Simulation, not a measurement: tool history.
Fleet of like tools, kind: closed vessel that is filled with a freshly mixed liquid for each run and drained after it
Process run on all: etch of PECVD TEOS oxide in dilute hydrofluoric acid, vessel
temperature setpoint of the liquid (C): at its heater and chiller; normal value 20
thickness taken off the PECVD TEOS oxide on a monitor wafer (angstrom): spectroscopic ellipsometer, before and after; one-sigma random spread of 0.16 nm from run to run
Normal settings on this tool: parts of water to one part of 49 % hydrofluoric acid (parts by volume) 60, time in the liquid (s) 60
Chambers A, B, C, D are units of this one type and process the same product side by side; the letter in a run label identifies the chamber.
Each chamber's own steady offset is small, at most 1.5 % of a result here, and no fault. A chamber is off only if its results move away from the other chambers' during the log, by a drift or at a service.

run	hour	temperature setpoint of the liquid (C)	parts of water to one part of 49 % hydrofluoric acid (parts by volume)	time in the liquid (s)	hours since the thermometer was replaced	hours since the hydrofluoric acid flow meter was replaced	read-back film thickness of the PECVD TEOS oxide reference wafer, read on the same gauge (nm)	thickness taken off the PECVD TEOS oxide on a monitor wafer (angstrom)
1B	14.2	20	60	60	1494.9	199.1	70.033	170.37
2D	21.2	20	60	60	428.5	1317.5	70.003	168.21
3C	34.3	20	60	60	1396.2	1655.8	70.001	164.46
4A	42.6	20	60	60	163.9	487.6	70.006	166.75
5B	57.9	20	60	60	1538.6	242.8	70.027	169.14
6C	67.2	20	60	60	1429.1	1688.7	69.969	161.69
7D	81.1	20	60	60	488.4	1377.4	70.019	170.72
8A	89.6	20	60	60	210.9	534.6	70.004	168.45
9D	102.9	20	60	60	510.2	1399.2	70.021	165
10B	110.2	20	60	60	1590.9	295.1	69.995	168.43
11A	122.9	20	60	60	244.2	567.9	70.009	167.5
12C	136.1	20	60	75	1498	1757.6	70.005	203.98
13B	147.8	20	60	75	1628.5	332.7	69.982	209.4
# hour 161.6: chamber C: thermometer replaced
14D	161.6	20	60	75	568.9	1457.9	69.977	203.16
15C	168.7	20	60	75	7.2	1790.2	69.988	207.28
16A	183.3	20	70	60	304.6	628.3	69.982	142.65
17A	190.4	20	70	60	311.7	635.4	69.995	143.39
# hour 195.2: chamber C: hydrofluoric acid flow meter replaced
18B	205.3	20	70	60	1686	390.2	69.998	141.36
19D	219.2	20	70	60	626.5	1515.5	69.999	137.49
20C	229.3	20	60	60	67.8	34.2	69.982	166.92
21B	237.9	20	60	60	1718.6	422.8	69.977	168.58
22C	248	22	60	60	86.5	52.9	70.01	179.78
23A	256.8	22	60	60	378.1	701.8	69.995	180.58
24D	271.2	22	60	60	678.5	1567.5	69.999	175.15
25A	286.7	22	60	60	408	731.7	69.991	177.85
26B	295.6	20	60	60	1776.3	480.5	70.018	169.75
27D	311.1	20	45	60	718.4	1607.4	69.995	212.71
28C	322.6	20	45	60	161.1	127.5	69.989	228.03
29C	338.1	20	45	60	176.6	143	69.99	229.48
30B	350.3	20	45	60	1831	535.2	69.971	231.06
31A	362.6	20	60	60	483.9	807.6	69.995	166.57
32D	372.2	20	60	35	779.5	1668.5	69.994	90.645
33C	383.5	20	60	35	222	188.4	69.986	98.569
34A	396.1	20	60	35	517.4	841.1	70.045	95.953
35D	405.1	20	60	35	812.4	1701.4	70.003	89.482
36B	419.3	20	60	60	1900	604.2	70.014	168.13
37D	427.7	20	60	60	835	1724	70.025	152.73

Read the log: is a single chamber off, either drifting away or since a service, is the gauge that measures every chamber drifting, or is nothing wrong beyond small per-chamber offsets? Name any odd chamber and what most likely caused it.

It is chamber D that slowly wanders off from its peers.
Likeliest cause: hydrofluoric acid flow below the setpoint (%) = 8.41.
The log might look much the same if the cause were instead: liquid colder than its thermometer reads (K).

Below are 4 candidate recipes for chamber D's next run, each the usual settings with a change, their results shown as question marks. Which of them brings D's results back in line with what the other chambers give on the usual settings?
Allowed miss from the other chambers' usual-settings mean, per result, to count as in line: thickness taken off the PECVD TEOS oxide on a monitor wafer (angstrom) 5.6
38D-1	439	20	60	70				?
38D-2	439	20	70	60				?
38D-3	439	20.5	60	65				?
38D-4	439	20	60	55				?

The mean the other chambers reach with the usual settings: thickness taken off the PECVD TEOS oxide on a monitor wafer (angstrom) 167.76
run	thickness taken off the PECVD TEOS oxide on a monitor wafer (angstrom)
38D-1	177.3
38D-2	128.9
38D-3	168.13
38D-4	139.31
38D-3 is the one that brings the chamber's results back in line with the other chambers.
